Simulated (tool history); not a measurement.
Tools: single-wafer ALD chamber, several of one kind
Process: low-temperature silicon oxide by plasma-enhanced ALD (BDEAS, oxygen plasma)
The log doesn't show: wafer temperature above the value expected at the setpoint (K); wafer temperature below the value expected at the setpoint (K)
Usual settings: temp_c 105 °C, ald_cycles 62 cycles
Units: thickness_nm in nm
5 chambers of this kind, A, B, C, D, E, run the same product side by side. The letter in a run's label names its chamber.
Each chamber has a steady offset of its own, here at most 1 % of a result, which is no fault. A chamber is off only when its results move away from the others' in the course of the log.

run	hour	temp_c	ald_cycles	hours since the last thermocouple change	read-back reference wafer on the same gauge, thickness_nm	thickness_nm
1C	6.2	105	62	2131.5	9.1454	8.8095
2B	10.4	105	62	1004.2	9.1423	8.7432
3E	17	105	62	568.4	9.1466	8.8697
4D	21.7	105	62	1220.5	9.1572	8.7381
5A	25.8	105	62	27.1	9.1407	8.8293
6B	28.9	105	62	1022.7	9.1468	8.7398
7D	34.3	105	62	1233.1	9.1529	8.8579
# hour 38.5: chamber C: thermocouple changed; heater temperature recalibrated
8C	38.8	105	62	0.4	9.1535	8.7028
9E	42.9	105	62	594.3	9.1525	8.8298
10A	45.9	105	62	47.2	9.1477	8.7867
11C	52.4	105	62	14	9.1509	8.7645
12B	57	105	62	1050.8	9.1445	8.7261
13E	61.1	105	66	612.5	9.1527	9.4105
14A	67.6	105	66	68.9	9.1457	9.3496
15D	71.8	105	66	1270.6	9.1581	9.3434
16D	77.4	105	66	1276.2	9.1476	9.3884
17A	80.8	105	66	82.1	9.1393	9.3786
18C	84.8	105	62	46.4	9.1485	8.7353
19B	90.4	105	62	1084.2	9.1486	8.7797
20E	94.2	105	62	645.6	9.1448	8.8334
21B	100	105	62	1093.8	9.1572	8.7484
22D	103.2	105	62	1302	9.1542	8.7771
23E	106.2	105	62	657.6	9.1543	8.9116
24C	111.6	105	62	73.2	9.1407	8.7233
25A	116.4	116	55	117.7	9.1577	7.613
26A	122	116	55	123.3	9.1511	7.646
27E	127.9	116	55	679.3	9.1429	7.6928
28C	134.4	116	55	96	9.1481	7.6368
29D	137.5	116	55	1336.3	9.1511	7.668
30B	141.6	105	62	1135.4	9.158	8.7345

Is one chamber off against the others, does the gauge drift, or is nothing wrong? If a chamber is off, say which, and what the likeliest cause is.

No chamber stands off beyond its own small offset, and the gauge holds steady.
